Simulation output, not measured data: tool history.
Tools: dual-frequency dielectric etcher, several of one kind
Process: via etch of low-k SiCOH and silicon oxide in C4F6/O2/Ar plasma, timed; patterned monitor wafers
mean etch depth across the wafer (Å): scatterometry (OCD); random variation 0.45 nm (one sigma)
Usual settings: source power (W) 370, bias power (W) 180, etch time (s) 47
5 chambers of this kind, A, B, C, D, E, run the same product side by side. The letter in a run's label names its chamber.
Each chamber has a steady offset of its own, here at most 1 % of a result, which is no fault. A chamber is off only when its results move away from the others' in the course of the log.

run   hour  source power (W)  bias power (W)  etch time (s)  hours since the last wet clean  hours since the last source power generator calibration  hours since the last bias power generator calibration  read-back reference wafer on the same gauge, depth_nm  mean etch depth across the wafer (Å)
 1B      6               370             180             47                           161.8                                                   3135.5                                                  921.3                                                  127.1                                  1178
 2E   11.9               370             180             47                           163.4                                                   1871.5                                                   13.8                                                 127.01                                1203.4
 3D   16.9               370             180             47                           284.7                                                     3151                                                  206.7                                                 127.08                                1173.7
 4C   27.9               370             180             47                           341.3                                                   3456.4                                                 1122.9                                                 126.86                                  1184
 5A   33.4               420             180             37                             303                                                   1790.9                                                 1257.5                                                 126.94                                976.15
 6E   38.8               420             180             37                           190.3                                                   1898.4                                                   40.7                                                 126.96                                987.87
 7A   45.9               420             180             37                           315.5                                                   1803.4                                                   1270                                                  126.9                                979.81
 8D   52.9               420             180             37                           320.7                                                     3187                                                  242.7                                                 126.93                                975.39
 9C   63.9               420             180             37                           377.3                                                   3492.4                                                 1158.9                                                 126.99                                979.45
10B   72.2               370             180             47                             228                                                   3201.7                                                  987.5                                                 127.13                                1176.3
11D   80.9               370             180             47                           348.7                                                     3215                                                  270.7                                                 127.02                                1172.4
12E   86.6               370             180             47                           238.1                                                   1946.2                                                   88.5                                                 127.06                                1193.8
13B     94               370             180             47                           249.8                                                   3223.5                                                 1009.3                                                 126.93                                1180.6
      97.9  -- chamber A: wet clean of the chamber
14A  101.8               370             180             47                               4                                                   1859.3                                                 1325.9                                                 126.99                                1238.8
15C  112.3               370             180             47                           425.7                                                   3540.8                                                 1207.3                                                 127.07                                1186.7
16A  118.5               370             180             47                            20.7                                                     1876                                                 1342.6                                                 126.98                                1237.9
17C  126.7               370             180             47                           440.1                                                   3555.2                                                 1221.7                                                 126.96                                1190.5
18D  132.9               370             180             47                           400.7                                                     3267                                                  322.7                                                 126.92                                1164.7
19E  141.2               370             180             47                           292.7                                                   2000.8                                                  143.1                                                 126.94                                1199.9
20B  146.4               370             180             47                           302.2                                                   3275.9                                                 1061.7                                                 126.95                                1178.7
21D  154.7               370             180             47                           422.5                                                   3288.8                                                  344.5                                                 126.95                                1163.8
22A  160.5               370             180             47                            62.7                                                     1918                                                 1384.6                                                 126.98                                1236.2
23B  167.3               370             180             47                           323.1                                                   3296.8                                                 1082.6                                                 126.95                                1188.1
24C  175.4               370             180             47                           488.8                                                   3603.9                                                 1270.4                                                 126.99                                1182.2
25E  184.6               370             180             47                           336.1                                                   2044.2                                                  186.5                                                 127.05                                1199.9
26E  195.1               370             180             47                           346.6                                                   2054.7                                                    197                                                 126.94                                1193.6
27B  200.8               370             180             47                           356.6                                                   3330.3                                                 1116.1                                                 127.08                                1185.1
28A    206               370             180             47                           108.2                                                   1963.5                                                 1430.1                                                 127.06                                1236.9
     207.3  -- chamber B: wet clean of the chamber
       212  -- chamber B: source power generator calibrated
29C  214.7               370             147           57.5                           528.1                                                   3643.2                                                 1309.7                                                 127.12                                1362.3
     218.6  -- chamber C: wet clean of the chamber
30D  221.8               370             147           57.5                           489.6                                                   3355.9                                                  411.6                                                 127.05                                1348.9
31D  226.9               370             147           57.5                           494.7                                                     3361                                                  416.7                                                 126.92                                1352.3
32A  234.4               370             147           57.5                           136.6                                                   1991.9                                                 1458.5                                                 127.09                                1420.6
33E  244.3               370             147           57.5                           395.8                                                   2103.9                                                  246.2                                                 126.91                                1382.6
34B  251.8               370             180             47                            44.5                                                     39.8                                                 1167.1                                                 127.01                                1190.2
     253.6  -- chamber D: wet clean of the chamber
35C  260.7               370             180             47                            42.1                                                   3689.2                                                 1355.7                                                 127.08                                  1179
36D  270.5               370             180             47                              17                                                   3404.6                                                  460.3                                                  126.9                                1175.1
       279  -- chamber E: wet clean of the chamber
37B  279.1               370             180             51                            71.8                                                     67.1                                                 1194.4                                                 127.09                                1276.4
38A  284.2               370             180             51                           186.4                                                   2041.7                                                 1508.3                                                 126.87                                1343.8
39E  291.3               370             180             51                            12.3                                                   2150.9                                                  293.2                                                 126.93                                1300.8

What goes on in this fleet: one chamber off, a drifting gauge, or nothing beyond the chambers' own small offsets? Name the chamber and the cause, if any.

A service left chamber A off against the others.
Cause: etch rate over this chamber's usual, % = 4.8.

Here are 4 candidates for chamber A's next run, each the usual settings with a change, their results left as question marks. Which one brings its results back in line with what the others give on the usual settings?
In line means no further than this from the other chambers' mean on the usual settings: mean etch depth across the wafer (Å) 16
40A-1  299.2               370             180             45                                                                                                                                                                                                                                            ?
40A-2  299.2               380             183             50                                                                                                                                                                                                                                            ?
40A-3  299.2               400             191             47                                                                                                                                                                                                                                            ?
40A-4  299.2               360             178             44                                                                                                                                                                                                                                            ?

The other chambers' mean on the usual settings: mean etch depth across the wafer (Å) 1185.1
  run  mean etch depth across the wafer (Å)
40A-1                                1186.1
40A-2                                1338.5
40A-3                                1300.8
40A-4                                1143.6
40A-1 brings the chamber back in line.
